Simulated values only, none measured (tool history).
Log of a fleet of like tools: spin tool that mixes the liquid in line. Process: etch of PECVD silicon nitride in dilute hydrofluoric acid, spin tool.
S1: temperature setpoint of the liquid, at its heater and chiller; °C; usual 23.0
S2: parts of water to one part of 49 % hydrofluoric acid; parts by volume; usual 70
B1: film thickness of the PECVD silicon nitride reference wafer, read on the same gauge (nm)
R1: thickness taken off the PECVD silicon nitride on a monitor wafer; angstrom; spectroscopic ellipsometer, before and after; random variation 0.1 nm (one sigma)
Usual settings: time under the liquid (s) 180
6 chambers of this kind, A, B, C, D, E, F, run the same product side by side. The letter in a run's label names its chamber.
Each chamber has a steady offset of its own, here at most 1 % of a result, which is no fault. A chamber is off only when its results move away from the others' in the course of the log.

{"run": "1C", "hour": 2.5, "S1": 23.0, "S2": 70, "time under the liquid (s)": 180, "B1": 89.98, "R1": 109.96}
{"run": "2B", "hour": 5.7, "S1": 23.0, "S2": 70, "time under the liquid (s)": 180, "B1": 90.017, "R1": 109.31}
{"run": "3F", "hour": 10.8, "S1": 23.0, "S2": 70, "time under the liquid (s)": 180, "B1": 89.978, "R1": 111.07}
{"run": "4A", "hour": 14.8, "S1": 23.0, "S2": 70, "time under the liquid (s)": 180, "B1": 90.018, "R1": 108.62}
{"run": "5D", "hour": 19.1, "S1": 23.0, "S2": 70, "time under the liquid (s)": 180, "B1": 90.006, "R1": 108.46}
{"run": "6E", "hour": 23.6, "S1": 20.0, "S2": 70, "time under the liquid (s)": 85, "B1": 90.028, "R1": 41.84}
{"run": "7D", "hour": 27.5, "S1": 20.0, "S2": 70, "time under the liquid (s)": 85, "B1": 90.02, "R1": 42.163}
{"run": "8E", "hour": 30.9, "S1": 20.0, "S2": 70, "time under the liquid (s)": 85, "B1": 90.009, "R1": 41.435}
{"run": "9B", "hour": 35.0, "S1": 20.0, "S2": 70, "time under the liquid (s)": 85, "B1": 89.979, "R1": 41.901}
{"run": "10F", "hour": 37.6, "S1": 20.0, "S2": 70, "time under the liquid (s)": 85, "B1": 90.013, "R1": 42.846}
{"run": "11C", "hour": 41.1, "S1": 20.0, "S2": 70, "time under the liquid (s)": 85, "B1": 90.007, "R1": 41.821}
{"run": "12A", "hour": 45.2, "S1": 27.5, "S2": 70, "time under the liquid (s)": 180, "B1": 90.032, "R1": 147.7}
{"run": "13E", "hour": 50.2, "S1": 27.5, "S2": 70, "time under the liquid (s)": 180, "B1": 90.007, "R1": 146.64}
{"run": "14F", "hour": 54.8, "S1": 27.5, "S2": 70, "time under the liquid (s)": 180, "B1": 89.989, "R1": 145.97}
{"run": "15B", "hour": 59.9, "S1": 27.5, "S2": 70, "time under the liquid (s)": 180, "B1": 90.014, "R1": 145.45}
{"run": "16C", "hour": 64.9, "S1": 27.5, "S2": 70, "time under the liquid (s)": 180, "B1": 90.002, "R1": 147.08}
{"run": "17D", "hour": 69.3, "S1": 27.5, "S2": 70, "time under the liquid (s)": 180, "B1": 90.003, "R1": 146.63}
{"run": "18A", "hour": 73.8, "S1": 23.0, "S2": 70, "time under the liquid (s)": 180, "B1": 89.961, "R1": 107.63}
{"run": "19B", "hour": 78.5, "S1": 23.0, "S2": 70, "time under the liquid (s)": 180, "B1": 90.023, "R1": 107.13}
{"run": "20A", "hour": 83.5, "S1": 23.0, "S2": 70, "time under the liquid (s)": 180, "B1": 90.022, "R1": 111.53}
{"run": "21D", "hour": 88.5, "S1": 23.0, "S2": 70, "time under the liquid (s)": 180, "B1": 89.99, "R1": 107.62}
{"run": "22F", "hour": 93.5, "S1": 23.0, "S2": 70, "time under the liquid (s)": 180, "B1": 90.029, "R1": 111.21}
{"run": "23E", "hour": 97.7, "S1": 23.0, "S2": 70, "time under the liquid (s)": 180, "B1": 89.99, "R1": 111.67}
{"run": "24C", "hour": 101.0, "S1": 23.0, "S2": 70, "time under the liquid (s)": 180, "B1": 89.985, "R1": 109.27}
{"run": "25F", "hour": 104.1, "S1": 23.0, "S2": 70, "time under the liquid (s)": 180, "B1": 89.973, "R1": 111.25}
{"run": "26E", "hour": 108.3, "S1": 23.0, "S2": 70, "time under the liquid (s)": 180, "B1": 90.03, "R1": 111.55}
{"run": "27A", "hour": 111.2, "S1": 23.0, "S2": 70, "time under the liquid (s)": 180, "B1": 90.004, "R1": 110.28}
{"run": "28C", "hour": 115.2, "S1": 23.0, "S2": 70, "time under the liquid (s)": 180, "B1": 90.028, "R1": 110.54}
{"run": "29D", "hour": 117.7, "S1": 23.0, "S2": 70, "time under the liquid (s)": 180, "B1": 89.972, "R1": 110.43}
{"run": "30B", "hour": 121.8, "S1": 23.0, "S2": 70, "time under the liquid (s)": 180, "B1": 89.99, "R1": 107.22}
{"run": "31B", "hour": 126.7, "S1": 28.0, "S2": 45, "time under the liquid (s)": 180, "B1": 90.015, "R1": 233.7}
{"run": "32D", "hour": 130.6, "S1": 28.0, "S2": 45, "time under the liquid (s)": 180, "B1": 90.019, "R1": 236.41}
{"run": "33F", "hour": 134.5, "S1": 28.0, "S2": 45, "time under the liquid (s)": 180, "B1": 89.987, "R1": 230.89}
{"run": "34E", "hour": 136.9, "S1": 28.0, "S2": 45, "time under the liquid (s)": 180, "B1": 89.986, "R1": 239.32}
{"run": "35C", "hour": 140.5, "S1": 28.0, "S2": 45, "time under the liquid (s)": 180, "B1": 90.006, "R1": 238.96}
{"run": "36A", "hour": 143.2, "S1": 28.0, "S2": 45, "time under the liquid (s)": 180, "B1": 89.983, "R1": 237.13}
{"run": "37E", "hour": 145.5, "S1": 23.0, "S2": 70, "time under the liquid (s)": 180, "B1": 89.985, "R1": 110.03}
{"run": "38D", "hour": 149.4, "S1": 25.5, "S2": 80, "time under the liquid (s)": 180, "B1": 89.975, "R1": 111.97}

All 6 chambers run these settings next. Forecast each chamber's results:
{"run": "39A", "hour": 153.0, "S1": 25.5, "S2": 70, "time under the liquid (s)": 180, "R1": "?"}
{"run": "39B", "hour": 153.0, "S1": 25.5, "S2": 70, "time under the liquid (s)": 180, "R1": "?"}
{"run": "39C", "hour": 153.0, "S1": 25.5, "S2": 70, "time under the liquid (s)": 180, "R1": "?"}
{"run": "39D", "hour": 153.0, "S1": 25.5, "S2": 70, "time under the liquid (s)": 180, "R1": "?"}
{"run": "39E", "hour": 153.0, "S1": 25.5, "S2": 70, "time under the liquid (s)": 180, "R1": "?"}
{"run": "39F", "hour": 153.0, "S1": 25.5, "S2": 70, "time under the liquid (s)": 180, "R1": "?"}

run=39A R1=130.200
run=39B R1=127.790
run=39C R1=129.060
run=39D R1=128.260
run=39E R1=130.270
run=39F R1=129.470
